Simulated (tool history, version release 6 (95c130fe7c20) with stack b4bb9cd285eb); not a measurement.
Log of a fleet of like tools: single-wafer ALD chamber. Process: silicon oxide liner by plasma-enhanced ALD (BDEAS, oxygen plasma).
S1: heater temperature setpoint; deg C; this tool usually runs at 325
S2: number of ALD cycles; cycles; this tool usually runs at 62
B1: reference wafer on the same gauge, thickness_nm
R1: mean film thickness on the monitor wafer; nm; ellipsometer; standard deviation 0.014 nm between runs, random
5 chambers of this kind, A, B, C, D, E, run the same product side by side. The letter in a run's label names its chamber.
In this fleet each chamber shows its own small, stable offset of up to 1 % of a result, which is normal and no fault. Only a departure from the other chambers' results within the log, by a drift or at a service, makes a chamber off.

run,day,S1,S2,B1,R1
1E,0.438,325,62,5.4409,5.5733
2D,0.942,325,62,5.4373,5.5602
3C,1.408,325,62,5.4395,5.6082
4B,1.758,325,62,5.4434,5.5212
5A,2.067,316,62,5.4395,5.6621
6D,2.354,316,62,5.4378,5.6569
7C,2.596,316,62,5.4402,5.7196
8E,3.004,316,62,5.439,5.635
9A,3.229,316,62,5.4396,5.6563
10B,3.662,325,62,5.4418,5.5307
11B,4.008,325,62,5.4389,5.5326
12D,4.233,325,62,5.4387,5.5829
13C,4.621,325,62,5.4404,5.6285
14A,4.892,314,50,5.4371,4.5792
15E,5.283,314,50,5.4376,4.5643
16D,5.725,314,50,5.4387,4.5795
17E,6.008,314,50,5.4409,4.5565
18B,6.475,314,50,5.4431,4.5109
19C,6.754,325,62,5.4386,5.6254
20A,6.983,325,62,5.4408,5.5843
21E,7.288,318,53,5.4384,4.8009
22A,7.55,318,53,5.4403,4.8214
23B,7.942,318,53,5.4382,4.7926
24D,8.388,318,53,5.4355,4.8177
25C,8.817,318,53,5.4401,4.8447
26C,9.062,325,57,5.442,5.1442
27D,9.567,325,57,5.4436,5.1356
28B,9.808,325,57,5.4414,5.0913
29A,10.092,325,57,5.4393,5.1331
30E,10.375,325,57,5.4417,5.1001
31C,10.638,325,62,5.4401,5.6322
32A,11.133,325,62,5.4412,5.5857
33D,11.446,325,62,5.4414,5.5809
34B,11.783,325,62,5.4419,5.5141
35E,12.154,325,62,5.4369,5.5419
36D,12.654,325,62,5.4362,5.564
37B,13.054,317,72,5.4404,6.5081

Predict what each chamber gives when all 5 of them run the settings below next.
38A,13.425,325,62,,?
38B,13.425,325,62,,?
38C,13.425,325,62,,?
38D,13.425,325,62,,?
38E,13.425,325,62,,?

run,R1
38A,5.5671
38B,5.4992
38C,5.6046
38D,5.5657
38E,5.5682

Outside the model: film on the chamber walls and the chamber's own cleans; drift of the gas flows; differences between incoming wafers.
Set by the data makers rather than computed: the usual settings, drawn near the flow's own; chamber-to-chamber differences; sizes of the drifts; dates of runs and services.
